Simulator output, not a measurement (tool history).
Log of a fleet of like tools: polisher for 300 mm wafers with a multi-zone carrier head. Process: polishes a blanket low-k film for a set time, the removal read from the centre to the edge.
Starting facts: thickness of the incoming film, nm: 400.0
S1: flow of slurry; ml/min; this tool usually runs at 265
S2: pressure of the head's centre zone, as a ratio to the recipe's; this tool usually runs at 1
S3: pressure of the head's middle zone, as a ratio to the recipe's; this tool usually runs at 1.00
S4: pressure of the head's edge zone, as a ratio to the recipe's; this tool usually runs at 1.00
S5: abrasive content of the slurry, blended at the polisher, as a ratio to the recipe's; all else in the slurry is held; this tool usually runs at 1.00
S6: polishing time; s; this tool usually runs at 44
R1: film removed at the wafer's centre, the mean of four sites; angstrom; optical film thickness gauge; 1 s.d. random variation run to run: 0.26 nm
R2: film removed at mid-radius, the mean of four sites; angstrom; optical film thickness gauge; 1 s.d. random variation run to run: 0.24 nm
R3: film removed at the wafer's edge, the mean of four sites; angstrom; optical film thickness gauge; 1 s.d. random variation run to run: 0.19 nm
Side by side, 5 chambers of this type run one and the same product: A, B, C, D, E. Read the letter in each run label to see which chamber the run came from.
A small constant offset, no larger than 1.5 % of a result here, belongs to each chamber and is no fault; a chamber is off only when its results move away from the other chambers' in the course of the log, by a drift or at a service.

{"run": "1E", "hour": 7.6, "S1": 265, "S2": 1, "S3": 1.0, "S4": 1.0, "S5": 1.0, "S6": 44, "R1": 205.96, "R2": 203.14, "R3": 211.42}
{"hour": 16.6, "done": "chamber C: worn pad replaced by a new one"}
{"run": "2A", "hour": 21.7, "S1": 265, "S2": 1, "S3": 1.0, "S4": 1.0, "S5": 1.0, "S6": 44, "R1": 204.17, "R2": 200.79, "R3": 205.52}
{"run": "3B", "hour": 30.3, "S1": 265, "S2": 1, "S3": 1.0, "S4": 1.0, "S5": 1.0, "S6": 44, "R1": 204.72, "R2": 208.8, "R3": 210.98}
{"run": "4D", "hour": 45.2, "S1": 265, "S2": 1, "S3": 1.0, "S4": 1.0, "S5": 1.0, "S6": 44, "R1": 206.89, "R2": 198.88, "R3": 208.66}
{"hour": 48.0, "done": "chamber E: worn pad replaced by a new one"}
{"hour": 49.0, "done": "chamber A: slurry nozzle cleaned"}
{"hour": 54.9, "done": "chamber A: worn pad replaced by a new one"}
{"hour": 55.5, "done": "chamber D: worn pad replaced by a new one"}
{"run": "5C", "hour": 58.7, "S1": 265, "S2": 1, "S3": 1.0, "S4": 1.0, "S5": 1.0, "S6": 44, "R1": 206.07, "R2": 203.18, "R3": 206.98}
{"run": "6E", "hour": 68.7, "S1": 265, "S2": 1, "S3": 1.0, "S4": 1.0, "S5": 1.0, "S6": 44, "R1": 205.83, "R2": 203.06, "R3": 210.04}
{"hour": 70.1, "done": "chamber B: worn pad replaced by a new one"}
{"run": "7C", "hour": 80.2, "S1": 265, "S2": 1, "S3": 1.0, "S4": 1.0, "S5": 1.0, "S6": 44, "R1": 207.94, "R2": 203.33, "R3": 206.19}
{"run": "8B", "hour": 96.4, "S1": 265, "S2": 1, "S3": 1.0, "S4": 1.0, "S5": 1.0, "S6": 44, "R1": 204.8, "R2": 210.41, "R3": 206.69}
{"run": "9D", "hour": 107.7, "S1": 265, "S2": 1, "S3": 1.0, "S4": 1.0, "S5": 1.0, "S6": 44, "R1": 205.59, "R2": 205.07, "R3": 206.25}
{"hour": 108.5, "done": "chamber B: slurry nozzle cleaned"}
{"run": "10A", "hour": 123.8, "S1": 265, "S2": 1, "S3": 0.94, "S4": 1.0, "S5": 1.25, "S6": 44, "R1": 222.05, "R2": 211.16, "R3": 227.91}
{"hour": 125.8, "done": "chamber C: worn pad replaced by a new one"}
{"run": "11B", "hour": 133.7, "S1": 265, "S2": 1, "S3": 0.94, "S4": 1.0, "S5": 1.25, "S6": 44, "R1": 226.06, "R2": 218.39, "R3": 229.0}
{"run": "12E", "hour": 142.4, "S1": 265, "S2": 1, "S3": 0.94, "S4": 1.0, "S5": 1.25, "S6": 44, "R1": 230.12, "R2": 212.18, "R3": 224.19}
{"run": "13A", "hour": 154.9, "S1": 265, "S2": 1, "S3": 0.94, "S4": 1.0, "S5": 1.25, "S6": 44, "R1": 226.75, "R2": 209.87, "R3": 234.0}
{"hour": 161.2, "done": "chamber A: worn pad replaced by a new one"}
{"hour": 161.6, "done": "chamber E: worn pad replaced by a new one"}
{"run": "14C", "hour": 165.5, "S1": 265, "S2": 1, "S3": 0.94, "S4": 1.0, "S5": 1.25, "S6": 44, "R1": 233.0, "R2": 211.64, "R3": 228.99}
{"hour": 170.8, "done": "chamber C: centre zone pressure recalibrated"}
{"run": "15D", "hour": 177.9, "S1": 265, "S2": 1, "S3": 0.92, "S4": 0.94, "S5": 1.0, "S6": 44, "R1": 204.03, "R2": 192.38, "R3": 203.61}
{"run": "16D", "hour": 191.3, "S1": 265, "S2": 1, "S3": 0.92, "S4": 0.94, "S5": 1.0, "S6": 44, "R1": 205.71, "R2": 189.84, "R3": 202.69}
{"hour": 193.4, "done": "chamber D: worn pad replaced by a new one"}
{"hour": 195.7, "done": "chamber B: worn pad replaced by a new one"}
{"hour": 199.7, "done": "chamber E: edge zone pressure recalibrated"}
{"run": "17A", "hour": 202.2, "S1": 265, "S2": 1, "S3": 0.92, "S4": 0.94, "S5": 1.0, "S6": 44, "R1": 204.32, "R2": 189.83, "R3": 200.49}
{"run": "18E", "hour": 215.0, "S1": 265, "S2": 1, "S3": 0.92, "S4": 0.94, "S5": 1.0, "S6": 44, "R1": 207.4, "R2": 191.3, "R3": 202.78}
{"hour": 220.0, "done": "chamber D: slurry nozzle cleaned"}
{"hour": 222.0, "done": "chamber C: worn pad replaced by a new one"}
{"run": "19C", "hour": 230.0, "S1": 265, "S2": 1, "S3": 0.92, "S4": 0.94, "S5": 1.0, "S6": 44, "R1": 205.85, "R2": 187.47, "R3": 202.89}
{"run": "20B", "hour": 238.9, "S1": 265, "S2": 1, "S3": 1.0, "S4": 1.0, "S5": 1.0, "S6": 44, "R1": 204.82, "R2": 213.35, "R3": 212.25}
{"run": "21A", "hour": 246.2, "S1": 265, "S2": 1, "S3": 1.0, "S4": 1.0, "S5": 1.0, "S6": 44, "R1": 206.72, "R2": 200.6, "R3": 207.21}
{"run": "22E", "hour": 254.5, "S1": 265, "S2": 1, "S3": 1.0, "S4": 1.0, "S5": 1.0, "S6": 44, "R1": 206.79, "R2": 200.63, "R3": 208.27}
{"hour": 256.5, "done": "chamber D: edge zone pressure recalibrated"}
{"hour": 261.9, "done": "chamber A: worn pad replaced by a new one"}
{"run": "23B", "hour": 270.9, "S1": 265, "S2": 1, "S3": 1.0, "S4": 1.0, "S5": 1.0, "S6": 44, "R1": 205.4, "R2": 207.25, "R3": 207.89}
{"run": "24C", "hour": 285.3, "S1": 265, "S2": 1, "S3": 1.0, "S4": 1.0, "S5": 1.0, "S6": 44, "R1": 201.01, "R2": 202.57, "R3": 207.58}
{"run": "25D", "hour": 297.3, "S1": 265, "S2": 1, "S3": 1.0, "S4": 1.0, "S5": 1.0, "S6": 44, "R1": 207.57, "R2": 206.37, "R3": 211.24}
{"hour": 304.3, "done": "chamber E: worn pad replaced by a new one"}
{"hour": 305.4, "done": "chamber B: centre zone pressure recalibrated"}
{"run": "26E", "hour": 311.2, "S1": 265, "S2": 1, "S3": 1.0, "S4": 1.0, "S5": 1.0, "S6": 44, "R1": 205.66, "R2": 208.52, "R3": 207.5}
{"hour": 311.9, "done": "chamber D: worn pad replaced by a new one"}
{"run": "27C", "hour": 323.1, "S1": 265, "S2": 1, "S3": 1.0, "S4": 1.0, "S5": 1.0, "S6": 44, "R1": 202.97, "R2": 202.71, "R3": 211.42}
{"hour": 325.6, "done": "chamber C: worn pad replaced by a new one"}
{"run": "28D", "hour": 334.5, "S1": 265, "S2": 1, "S3": 1.0, "S4": 1.0, "S5": 1.0, "S6": 44, "R1": 206.51, "R2": 203.01, "R3": 207.04}
{"hour": 342.9, "done": "chamber B: worn pad replaced by a new one"}
{"run": "29B", "hour": 347.7, "S1": 265, "S2": 1, "S3": 1.0, "S4": 1.0, "S5": 1.0, "S6": 44, "R1": 206.48, "R2": 209.47, "R3": 206.55}
{"run": "30A", "hour": 364.1, "S1": 265, "S2": 1, "S3": 1.0, "S4": 1.0, "S5": 1.0, "S6": 44, "R1": 205.55, "R2": 205.36, "R3": 200.75}
{"run": "31A", "hour": 375.5, "S1": 265, "S2": 1, "S3": 1.0, "S4": 1.0, "S5": 1.0, "S6": 44, "R1": 203.93, "R2": 208.98, "R3": 204.02}
{"run": "32E", "hour": 385.0, "S1": 265, "S2": 1, "S3": 1.0, "S4": 0.89, "S5": 1.0, "S6": 44, "R1": 208.39, "R2": 204.55, "R3": 196.44}
{"hour": 394.7, "done": "chamber A: worn pad replaced by a new one"}
{"run": "33B", "hour": 397.5, "S1": 265, "S2": 1, "S3": 1.0, "S4": 0.89, "S5": 1.0, "S6": 44, "R1": 206.68, "R2": 202.46, "R3": 197.09}
{"hour": 405.5, "done": "chamber A: edge zone pressure recalibrated"}
{"run": "34D", "hour": 406.8, "S1": 265, "S2": 1, "S3": 1.0, "S4": 0.89, "S5": 1.0, "S6": 44, "R1": 203.38, "R2": 204.54, "R3": 195.41}
{"hour": 419.9, "done": "chamber C: worn pad replaced by a new one"}
{"run": "35C", "hour": 423.0, "S1": 265, "S2": 1, "S3": 1.0, "S4": 0.89, "S5": 1.0, "S6": 44, "R1": 208.29, "R2": 205.94, "R3": 195.59}
{"hour": 425.9, "done": "chamber E: worn pad replaced by a new one"}
{"hour": 430.5, "done": "chamber D: worn pad replaced by a new one"}
{"run": "36E", "hour": 438.4, "S1": 265, "S2": 1, "S3": 1.0, "S4": 0.89, "S5": 1.0, "S6": 44, "R1": 206.4, "R2": 206.82, "R3": 196.33}
{"hour": 438.5, "done": "chamber C: slurry nozzle cleaned"}
{"run": "37A", "hour": 447.5, "S1": 265, "S2": 1, "S3": 1.0, "S4": 1.0, "S5": 1.0, "S6": 44, "R1": 202.81, "R2": 206.96, "R3": 204.21}
{"run": "38C", "hour": 461.5, "S1": 330, "S2": 1, "S3": 1.0, "S4": 1.0, "S5": 1.0, "S6": 44, "R1": 211.54, "R2": 214.94, "R3": 213.24}
{"run": "39B", "hour": 472.6, "S1": 330, "S2": 1, "S3": 1.0, "S4": 1.0, "S5": 1.0, "S6": 44, "R1": 211.25, "R2": 208.67, "R3": 214.52}
{"run": "40D", "hour": 483.5, "S1": 330, "S2": 1, "S3": 1.0, "S4": 1.0, "S5": 1.0, "S6": 44, "R1": 214.73, "R2": 207.85, "R3": 210.95}
{"run": "41B", "hour": 500.1, "S1": 330, "S2": 1, "S3": 1.0, "S4": 1.0, "S5": 1.0, "S6": 44, "R1": 212.35, "R2": 212.94, "R3": 213.43}

Predict what each chamber gives when all 5 of them run the settings below next.
{"run": "42A", "hour": 512.0, "S1": 305, "S2": 1, "S3": 1.0, "S4": 1.0, "S5": 1.0, "S6": 44, "R1": "?", "R2": "?", "R3": "?"}
{"run": "42B", "hour": 512.0, "S1": 305, "S2": 1, "S3": 1.0, "S4": 1.0, "S5": 1.0, "S6": 44, "R1": "?", "R2": "?", "R3": "?"}
{"run": "42C", "hour": 512.0, "S1": 305, "S2": 1, "S3": 1.0, "S4": 1.0, "S5": 1.0, "S6": 44, "R1": "?", "R2": "?", "R3": "?"}
{"run": "42D", "hour": 512.0, "S1": 305, "S2": 1, "S3": 1.0, "S4": 1.0, "S5": 1.0, "S6": 44, "R1": "?", "R2": "?", "R3": "?"}
{"run": "42E", "hour": 512.0, "S1": 305, "S2": 1, "S3": 1.0, "S4": 1.0, "S5": 1.0, "S6": 44, "R1": "?", "R2": "?", "R3": "?"}

run=42A R1=207.62 R2=204.30 R3=208.40
run=42B R1=213.73 R2=212.49 R3=210.89
run=42C R1=213.32 R2=212.17 R3=211.59
run=42D R1=213.15 R2=206.14 R3=211.14
run=42E R1=211.17 R2=209.95 R3=207.13
